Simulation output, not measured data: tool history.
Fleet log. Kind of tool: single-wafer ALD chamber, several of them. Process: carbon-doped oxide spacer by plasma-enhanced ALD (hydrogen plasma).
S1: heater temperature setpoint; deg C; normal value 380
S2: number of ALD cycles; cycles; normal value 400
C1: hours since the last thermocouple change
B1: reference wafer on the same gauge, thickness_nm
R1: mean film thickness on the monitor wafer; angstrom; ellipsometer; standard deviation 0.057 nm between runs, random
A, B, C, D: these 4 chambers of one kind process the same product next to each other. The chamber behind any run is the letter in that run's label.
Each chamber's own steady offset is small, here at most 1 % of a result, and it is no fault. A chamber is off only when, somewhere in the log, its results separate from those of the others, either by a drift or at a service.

run   hour   S1   S2     C1      B1      R1
 1C    5.9  380  400   71.2  18.301  199.27
 2D   10.0  380  400  387.1  18.299  200.07
 3B   14.0  380  400  262.1  18.313  197.87
 4A   17.4  380  400  478.3  18.303  201.58
 5D   22.5  380  400  399.6  18.291  198.81
 6C   27.3  380  400   92.6  18.288  199.91
 7B   31.0  380  400  279.1  18.293  198.30
 8A   36.5  380  400  497.4  18.310  200.60
 9D   42.2  380  400  419.3  18.306  198.98
10B   46.9  380  400  295.0  18.307  197.66
11C   51.0  380  400  116.3  18.294  198.96
12A   54.9  380  400  515.8  18.306  201.91
13D   60.8  380  400  437.9  18.296  199.80
14A   67.1  380  400  528.0  18.297  201.07
15C   72.8  380  400  138.1  18.301  199.42
16B   75.9  380  400  324.0  18.307  198.23
17C   81.8  380  400  147.1  18.296  200.65
18A   88.4  380  400  549.3  18.307  200.67
19B   92.9  380  400  341.0  18.316  199.14
20D   96.5  380  400  473.6  18.303  198.43
21C  101.3  380  400  166.6  18.297  201.17
22B  107.8  380  400  355.9  18.315  197.77
23D  112.2  380  400  489.3  18.306  198.14
24A  116.3  380  400  577.2  18.309  201.30
25B  120.0  380  400  368.1  18.300  198.43
26C  125.0  380  400  190.3  18.300  200.77
27A  129.0  380  400  589.9  18.290  201.23
28D  133.7  380  400  510.8  18.316  199.39
29C  139.0  380  400  204.3  18.313  199.54
30A  145.2  380  345  606.1  18.300  173.71
31B  149.2  380  345  397.3  18.296  171.19
32D  153.5  380  345  530.6  18.298  172.31
33A  159.1  380  345  620.0  18.295  173.16
34B  164.6  385  460  412.7  18.298  226.83
35D  168.5  385  460  545.6  18.297  229.90
36C  173.4  385  460  238.7  18.306  229.00
37A  179.1  385  460  640.0  18.300  231.37
38D  184.5  380  400  561.6  18.302  198.53

Is one chamber out of step, is the gauge drifting, or do the chambers differ by no more than their own small offsets? For an off chamber, give its letter and the likeliest cause.

The fleet is healthy, with each chamber sitting at its usual small offset and no drift in the gauge.

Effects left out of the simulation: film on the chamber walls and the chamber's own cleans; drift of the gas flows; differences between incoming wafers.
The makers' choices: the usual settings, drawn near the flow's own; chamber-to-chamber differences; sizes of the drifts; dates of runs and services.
